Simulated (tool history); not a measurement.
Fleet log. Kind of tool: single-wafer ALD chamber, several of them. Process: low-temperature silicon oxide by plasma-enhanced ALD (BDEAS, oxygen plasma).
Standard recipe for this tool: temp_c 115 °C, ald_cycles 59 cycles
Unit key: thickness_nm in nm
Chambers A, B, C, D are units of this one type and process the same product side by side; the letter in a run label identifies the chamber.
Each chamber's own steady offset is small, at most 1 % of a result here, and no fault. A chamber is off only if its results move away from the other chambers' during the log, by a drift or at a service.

run	day	temp_c	ald_cycles	read-back reference wafer on the same gauge, thickness_nm	thickness_nm
1A	0.308	115	59	8.7685	8.1604
2C	0.679	115	59	8.7651	8.1855
3D	1.029	115	59	8.7712	8.239
4B	1.558	115	59	8.767	8.2046
5B	1.854	115	59	8.7701	8.1867
6C	2.212	115	59	8.7744	8.2258
7D	2.696	115	59	8.7736	8.2372
8A	3.062	120	59	8.7642	8.1184
9D	3.333	120	59	8.7722	8.2075
10C	3.767	120	59	8.7689	8.1559
11A	4.104	120	59	8.7686	8.0748
12B	4.592	115	59	8.7668	8.1692
13A	5.021	115	59	8.7716	8.1711
14B	5.362	115	59	8.7741	8.2418
15C	5.612	115	59	8.7738	8.2354
16D	6.025	115	59	8.774	8.2733
17A	6.533	115	59	8.7698	8.1852
18D	7.021	115	59	8.7682	8.264
19C	7.279	115	59	8.7684	8.2191
20B	7.779	115	59	8.7692	8.1762
21B	8.054	115	59	8.7672	8.2127
22D	8.367	115	59	8.7712	8.2546
23C	8.788	115	59	8.7649	8.2275
24A	9.138	115	59	8.7696	8.1948
25D	9.404	115	59	8.7728	8.2795
26A	9.85	115	59	8.7657	8.1476
27C	10.188	115	59	8.7685	8.1885
28B	10.458	115	59	8.7747	8.2298
29A	10.892	115	59	8.769	8.1776
30C	11.158	115	59	8.7717	8.2038
31B	11.629	115	59	8.7691	8.1881
32D	12.021	115	59	8.7716	8.2499
33D	12.404	115	59	8.7755	8.2669
34B	12.925	115	59	8.771	8.2035
35A	13.325	115	59	8.7698	8.2039
36C	13.842	115	59	8.7696	8.1978
37D	14.358	115	54	8.7711	7.5665
# day 14.842: chamber A: thermocouple changed; heater temperature recalibrated
38B	14.842	115	54	8.7697	7.4937
39C	15.258	115	54	8.7638	7.5304
40A	15.5	115	54	8.7729	7.4775
41B	15.996	115	59	8.7698	8.2313
42D	16.229	115	59	8.7733	8.2777
43A	16.654	115	59	8.7695	8.1786
44C	17.108	115	59	8.7693	8.2178

Next, every chamber runs the same settings. What will each give?
45A	17.492	101	59		?
45B	17.492	101	59		?
45C	17.492	101	59		?
45D	17.492	101	59		?

run	thickness_nm
45A	8.3848
45B	8.3826
45C	8.4422
45D	8.4941

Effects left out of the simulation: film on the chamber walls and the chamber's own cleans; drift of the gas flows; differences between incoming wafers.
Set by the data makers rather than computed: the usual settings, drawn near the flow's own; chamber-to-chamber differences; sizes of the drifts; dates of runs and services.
